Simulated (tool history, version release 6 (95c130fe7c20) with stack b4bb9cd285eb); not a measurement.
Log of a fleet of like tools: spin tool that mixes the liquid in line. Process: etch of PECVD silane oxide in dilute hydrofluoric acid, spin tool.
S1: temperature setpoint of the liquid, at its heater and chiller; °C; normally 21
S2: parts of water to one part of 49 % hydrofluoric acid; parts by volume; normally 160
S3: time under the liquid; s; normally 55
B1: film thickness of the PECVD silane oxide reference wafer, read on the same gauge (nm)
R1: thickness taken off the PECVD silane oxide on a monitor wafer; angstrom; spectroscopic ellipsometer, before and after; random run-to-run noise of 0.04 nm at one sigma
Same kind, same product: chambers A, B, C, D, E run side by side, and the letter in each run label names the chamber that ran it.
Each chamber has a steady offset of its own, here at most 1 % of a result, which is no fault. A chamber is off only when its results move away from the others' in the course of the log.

run,hour,S1,S2,S3,B1,R1
1E,2.2,21,160,55,60.002,48.994
2A,6.0,21,160,55,59.975,48.107
3B,8.9,21,160,55,60.013,49.936
4C,12.9,21,160,55,59.995,49.378
5D,17.4,21,160,55,59.989,49.185
6E,21.7,21,160,55,60.009,49.279
7C,25.9,17,160,40,59.977,30.342
8D,29.2,17,160,40,60.013,30.584
9B,33.9,17,160,40,59.987,29.907
10A,37.6,17,160,40,60.006,30.381
11A,41.8,17,160,40,60.013,30.238
12C,46.6,21,160,55,59.992,48.531
13E,49.8,21,160,55,59.991,49.077
14D,53.9,21,160,55,59.995,49.415
15B,56.3,21,160,55,60.001,47.957
16E,59.5,21,160,75,59.976,67.260
17C,62.2,21,160,75,59.987,67.043
18A,66.9,21,160,75,60.002,66.212
19D,70.0,21,160,75,60.005,66.776
20B,72.5,21,160,75,60.003,66.569
21C,76.8,21,160,55,59.977,47.725
22E,80.5,21,160,55,59.988,49.054
23B,84.0,21,160,55,59.989,48.475
24A,87.5,21,160,55,60.008,49.245
25D,89.8,21,160,55,59.984,50.004
26A,92.6,21,160,55,60.004,48.301
27E,96.7,21,160,55,59.997,48.871
28C,100.3,21,160,55,60.004,48.124
29B,103.1,21,160,55,59.995,49.082
30D,106.3,21,160,55,59.988,49.190
31D,110.7,21,160,55,60.035,49.141
32C,113.1,21,160,55,59.984,47.426
33A,116.1,21,160,55,59.997,48.479
34E,120.6,19,160,85,59.996,69.561
35B,125.5,19,160,85,60.030,69.614
36A,129.1,19,160,85,60.008,69.064
37E,133.5,19,160,85,60.007,70.088
38C,135.7,19,160,85,60.020,67.563
39D,139.4,21,160,55,59.993,49.352

For the next run the whole fleet of 5 chambers uses the same settings. Give each chamber's results:
40A,142.9,21,160,55,,?
40B,142.9,21,160,55,,?
40C,142.9,21,160,55,,?
40D,142.9,21,160,55,,?
40E,142.9,21,160,55,,?

run,R1
40A,49.138
40B,48.646
40C,47.588
40D,50.037
40E,49.130
